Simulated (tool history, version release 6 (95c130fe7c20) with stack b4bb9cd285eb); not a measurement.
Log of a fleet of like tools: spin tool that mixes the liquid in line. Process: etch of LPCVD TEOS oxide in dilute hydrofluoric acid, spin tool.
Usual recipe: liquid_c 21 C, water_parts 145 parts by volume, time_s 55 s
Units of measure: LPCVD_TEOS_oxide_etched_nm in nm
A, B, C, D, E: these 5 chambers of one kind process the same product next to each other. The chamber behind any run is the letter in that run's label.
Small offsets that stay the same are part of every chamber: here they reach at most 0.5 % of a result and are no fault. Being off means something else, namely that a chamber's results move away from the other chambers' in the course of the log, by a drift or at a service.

| run | day | liquid_c | water_parts | time_s | read-back film thickness of the LPCVD TEOS oxide reference wafer, read on the same gauge (nm) | LPCVD_TEOS_oxide_etched_nm |
|---|---|---|---|---|---|---|
| 1B | 0.125 | 21 | 145 | 55 | 130 | 8.2908 |
| 2A | 0.267 | 21 | 145 | 55 | 129.99 | 8.4363 |
| 3C | 0.508 | 21 | 145 | 55 | 130.02 | 8.3797 |
| 4D | 0.717 | 21 | 145 | 55 | 130.03 | 8.404 |
| 5E | 0.988 | 21 | 145 | 55 | 129.98 | 8.3865 |
| 6D | 1.121 | 21 | 145 | 55 | 129.98 | 8.3146 |
| 7E | 1.279 | 21 | 145 | 55 | 129.96 | 8.3859 |
| 8C | 1.412 | 21 | 145 | 55 | 129.98 | 8.3449 |
| 9B | 1.596 | 21 | 145 | 55 | 130 | 8.3546 |
| 10A | 1.812 | 21 | 145 | 55 | 130.02 | 8.3233 |
| 11A | 2.038 | 21 | 145 | 55 | 130.01 | 8.4183 |
| 12D | 2.283 | 17 | 185 | 55 | 130 | 5.3902 |
| 13B | 2.483 | 17 | 185 | 55 | 129.96 | 5.4779 |
| 14C | 2.729 | 17 | 185 | 55 | 130.02 | 5.4534 |
| 15E | 2.9 | 17 | 185 | 55 | 129.98 | 5.3527 |
| 16C | 3.129 | 17 | 185 | 55 | 130.02 | 5.4896 |
| 17B | 3.296 | 21 | 145 | 55 | 129.99 | 8.7023 |
| 18A | 3.438 | 21 | 145 | 55 | 130 | 8.3903 |
| 19D | 3.658 | 21 | 145 | 55 | 130.02 | 8.2828 |
| 20E | 3.796 | 21 | 145 | 55 | 130 | 8.4166 |
| 21E | 4.029 | 21 | 145 | 55 | 130 | 8.4688 |
| 22C | 4.283 | 21 | 145 | 55 | 129.99 | 8.3294 |
| 23B | 4.492 | 21 | 145 | 55 | 129.99 | 8.7852 |
|  | 4.633 | chamber E: thermometer replaced |
| 24A | 4.738 | 21 | 145 | 55 | 129.97 | 8.2961 |
| 25D | 4.983 | 21 | 145 | 55 | 130 | 8.4471 |
| 26A | 5.167 | 21 | 145 | 85 | 130.02 | 12.823 |
| 27C | 5.433 | 21 | 145 | 85 | 130.01 | 12.78 |
| 28B | 5.667 | 21 | 145 | 85 | 130.03 | 13.636 |
| 29E | 5.792 | 21 | 145 | 85 | 130.03 | 13.036 |
| 30D | 6.008 | 21 | 145 | 85 | 130.01 | 13.052 |
| 31E | 6.254 | 21 | 145 | 55 | 129.98 | 8.3624 |

Decide between three cases: one chamber stands off from its peers, the gauge reading all wafers drifts, or nothing is wrong past each chamber's small offset. Where a chamber is off, say which and what most likely put it there.

Little by little, chamber B moves away from the other chambers.
Cause: hydrofluoric acid flow above the setpoint (%) = 7.12.
It could be hard to tell apart here from: liquid hotter than its thermometer reads (K).

Below are 4 candidate recipes for chamber B's next run, each the usual settings with a change, their results shown as question marks. Which of them brings B's results back in line with what the other chambers give on the usual settings?
To be in line, a result may differ from the other chambers' mean on the usual settings by at most: LPCVD_TEOS_oxide_etched_nm 0.19 nm
| 32B-1 | 6.446 | 21 | 135 | 60 |  | ? |
| 32B-2 | 6.446 | 21 | 145 | 60 |  | ? |
| 32B-3 | 6.446 | 20.5 | 165 | 55 |  | ? |
| 32B-4 | 6.446 | 21 | 155 | 55 |  | ? |

The mean the other chambers reach with the usual settings: LPCVD_TEOS_oxide_etched_nm 8.3597 nm
| run | LPCVD_TEOS_oxide_etched_nm |
|---|---|
| 32B-1 | 10.729 |
| 32B-2 | 9.8964 |
| 32B-3 | 7.673 |
| 32B-4 | 8.4076 |
The right change is 32B-4: it brings the chamber back within the allowed miss of the others.
